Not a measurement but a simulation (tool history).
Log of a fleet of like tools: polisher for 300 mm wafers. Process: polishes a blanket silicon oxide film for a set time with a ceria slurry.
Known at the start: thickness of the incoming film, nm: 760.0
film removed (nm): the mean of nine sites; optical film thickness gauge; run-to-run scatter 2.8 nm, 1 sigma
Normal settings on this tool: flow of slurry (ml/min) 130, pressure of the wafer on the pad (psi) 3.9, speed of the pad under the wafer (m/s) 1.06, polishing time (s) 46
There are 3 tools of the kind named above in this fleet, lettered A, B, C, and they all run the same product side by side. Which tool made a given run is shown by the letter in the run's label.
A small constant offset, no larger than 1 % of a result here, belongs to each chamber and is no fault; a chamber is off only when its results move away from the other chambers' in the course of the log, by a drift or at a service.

run,hour,flow of slurry (ml/min),pressure of the wafer on the pad (psi),speed of the pad under the wafer (m/s),polishing time (s),wafers polished on this pad,hours since the slurry nozzle was cleaned,hours since the head pressure was calibrated,film removed (nm)
1B,11.6,130,3.9,1.06,46,324,12.5,859.5,266.46
2A,21.0,130,3.9,1.06,46,641,55.1,1140.3,264.36
# hour 30.9: chamber A: worn pad replaced by a new one
3C,32.7,130,3.9,1.06,46,425,130.1,204.7,269.66
4B,45.6,130,3.9,1.06,46,743,46.5,893.5,256.55
5C,55.2,130,3.9,0.78,46,703,152.6,227.2,197.54
6A,64.1,130,3.9,0.78,46,409,98.2,1183.4,190.96
7A,72.5,130,3.9,0.78,46,512,106.6,1191.8,190.56
8B,80.0,130,3.9,1.06,46,1167,80.9,927.9,255.10
9C,91.6,130,3.9,1.06,46,1151,189.0,263.6,271.58
10B,101.4,130,3.9,1.06,46,1431,102.3,949.3,256.44
# hour 106.0: chamber A: worn pad replaced by a new one
11A,114.1,130,3.9,1.06,46,100,148.2,1233.4,271.36
# hour 120.2: chamber C: worn pad replaced by a new one
12C,125.9,130,3.9,1.06,46,70,223.3,297.9,265.24
13C,133.0,130,3.9,1.06,46,157,230.4,305.0,269.47
# hour 136.8: chamber A: head pressure recalibrated
# hour 137.2: chamber B: head pressure recalibrated
14A,146.4,130,3.9,1.06,46,498,180.5,9.7,264.90
15B,156.6,130,3.9,1.06,46,2111,157.5,19.4,244.60
16B,167.3,130,3.9,1.06,46,2243,168.2,30.1,247.47
17C,177.1,130,3.9,1.06,46,701,274.5,349.1,264.62
# hour 177.9: chamber A: worn pad replaced by a new one
18A,182.9,130,3.9,1.06,32,62,217.0,46.2,182.42
19C,189.4,130,3.9,1.06,32,852,286.8,361.4,186.38
20B,202.1,130,3.9,1.06,32,2672,203.0,64.9,166.97

The same settings go to every chamber for the next run, one line per chamber below. Forecast the results for each:
21A,211.7,130,3.9,1.06,46,,,,?
21B,211.7,130,3.9,1.06,46,,,,?
21C,211.7,130,3.9,1.06,46,,,,?

run,film removed (nm)
21A,264.67
21B,236.50
21C,263.17
